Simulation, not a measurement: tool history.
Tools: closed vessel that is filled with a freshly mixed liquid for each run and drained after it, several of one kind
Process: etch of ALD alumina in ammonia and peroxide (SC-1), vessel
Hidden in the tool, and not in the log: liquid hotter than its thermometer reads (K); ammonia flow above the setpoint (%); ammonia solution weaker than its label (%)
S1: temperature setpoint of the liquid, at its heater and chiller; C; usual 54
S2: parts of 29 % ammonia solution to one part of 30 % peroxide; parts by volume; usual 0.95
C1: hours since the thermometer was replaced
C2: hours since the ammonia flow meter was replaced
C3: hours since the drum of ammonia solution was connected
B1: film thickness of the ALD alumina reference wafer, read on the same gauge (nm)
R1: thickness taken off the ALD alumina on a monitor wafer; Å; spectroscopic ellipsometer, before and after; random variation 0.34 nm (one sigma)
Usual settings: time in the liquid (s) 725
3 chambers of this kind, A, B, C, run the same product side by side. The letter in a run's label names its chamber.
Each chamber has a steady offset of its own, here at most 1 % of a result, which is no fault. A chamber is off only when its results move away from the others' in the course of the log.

{"run": "1A", "hour": 5.9, "S1": 54, "S2": 0.95, "time in the liquid (s)": 725, "C1": 882.0, "C2": 179.5, "C3": 212.5, "B1": 119.97, "R1": 365.95}
{"run": "2B", "hour": 9.5, "S1": 54, "S2": 0.95, "time in the liquid (s)": 725, "C1": 670.5, "C2": 1922.4, "C3": 643.1, "B1": 119.99, "R1": 366.41}
{"run": "3C", "hour": 12.7, "S1": 54, "S2": 0.95, "time in the liquid (s)": 725, "C1": 1466.2, "C2": 184.8, "C3": 173.4, "B1": 119.97, "R1": 367.15}
{"run": "4A", "hour": 19.1, "S1": 54, "S2": 0.95, "time in the liquid (s)": 725, "C1": 895.2, "C2": 192.7, "C3": 225.7, "B1": 119.98, "R1": 368.83}
{"run": "5C", "hour": 25.2, "S1": 54, "S2": 0.95, "time in the liquid (s)": 725, "C1": 1478.7, "C2": 197.3, "C3": 185.9, "B1": 120.02, "R1": 371.74}
{"run": "6B", "hour": 29.0, "S1": 54, "S2": 0.95, "time in the liquid (s)": 725, "C1": 690.0, "C2": 1941.9, "C3": 662.6, "B1": 120.01, "R1": 369.35}
{"run": "7A", "hour": 32.1, "S1": 54, "S2": 0.95, "time in the liquid (s)": 725, "C1": 908.2, "C2": 205.7, "C3": 238.7, "B1": 119.97, "R1": 371.14}
{"run": "8B", "hour": 38.1, "S1": 54, "S2": 0.95, "time in the liquid (s)": 725, "C1": 699.1, "C2": 1951.0, "C3": 671.7, "B1": 120.03, "R1": 378.44}
{"run": "9C", "hour": 43.3, "S1": 54, "S2": 0.7, "time in the liquid (s)": 1150, "C1": 1496.8, "C2": 215.4, "C3": 204.0, "B1": 120.02, "R1": 574.55}
{"run": "10A", "hour": 48.3, "S1": 54, "S2": 0.7, "time in the liquid (s)": 1150, "C1": 924.4, "C2": 221.9, "C3": 254.9, "B1": 120.01, "R1": 555.12}
{"run": "11C", "hour": 52.7, "S1": 54, "S2": 0.7, "time in the liquid (s)": 1150, "C1": 1506.2, "C2": 224.8, "C3": 213.4, "B1": 120.02, "R1": 562.35}
{"run": "12B", "hour": 56.6, "S1": 54, "S2": 0.95, "time in the liquid (s)": 725, "C1": 717.6, "C2": 1969.5, "C3": 690.2, "B1": 120.0, "R1": 381.46}
{"run": "13B", "hour": 62.0, "S1": 59, "S2": 0.95, "time in the liquid (s)": 725, "C1": 723.0, "C2": 1974.9, "C3": 695.6, "B1": 120.03, "R1": 502.46}
{"run": "14A", "hour": 65.3, "S1": 59, "S2": 0.95, "time in the liquid (s)": 725, "C1": 941.4, "C2": 238.9, "C3": 271.9, "B1": 120.0, "R1": 474.64}
{"run": "15C", "hour": 68.9, "S1": 59, "S2": 0.95, "time in the liquid (s)": 725, "C1": 1522.4, "C2": 241.0, "C3": 229.6, "B1": 120.03, "R1": 481.26}
{"run": "16B", "hour": 74.0, "S1": 54, "S2": 0.95, "time in the liquid (s)": 725, "C1": 735.0, "C2": 1986.9, "C3": 707.6, "B1": 120.0, "R1": 403.93}
{"hour": 77.7, "done": "chamber B: ammonia flow meter replaced"}
{"run": "17A", "hour": 77.9, "S1": 54, "S2": 0.95, "time in the liquid (s)": 725, "C1": 954.0, "C2": 251.5, "C3": 284.5, "B1": 120.0, "R1": 361.07}
{"run": "18C", "hour": 81.5, "S1": 54, "S2": 0.95, "time in the liquid (s)": 725, "C1": 1535.0, "C2": 253.6, "C3": 242.2, "B1": 119.95, "R1": 368.34}
{"run": "19B", "hour": 87.4, "S1": 54, "S2": 0.95, "time in the liquid (s)": 725, "C1": 748.4, "C2": 9.8, "C3": 721.0, "B1": 119.97, "R1": 404.52}
{"run": "20C", "hour": 94.0, "S1": 54, "S2": 0.95, "time in the liquid (s)": 315, "C1": 1547.5, "C2": 266.1, "C3": 254.7, "B1": 120.05, "R1": 158.99}
{"run": "21A", "hour": 100.4, "S1": 54, "S2": 0.95, "time in the liquid (s)": 315, "C1": 976.5, "C2": 274.0, "C3": 307.0, "B1": 120.03, "R1": 161.01}

Next, every chamber runs the same settings. What will each give?
{"run": "22A", "hour": 105.4, "S1": 54, "S2": 1.2, "time in the liquid (s)": 725, "R1": "?"}
{"run": "22B", "hour": 105.4, "S1": 54, "S2": 1.2, "time in the liquid (s)": 725, "R1": "?"}
{"run": "22C", "hour": 105.4, "S1": 54, "S2": 1.2, "time in the liquid (s)": 725, "R1": "?"}

run=22A R1=372.17
run=22B R1=430.72
run=22C R1=375.10
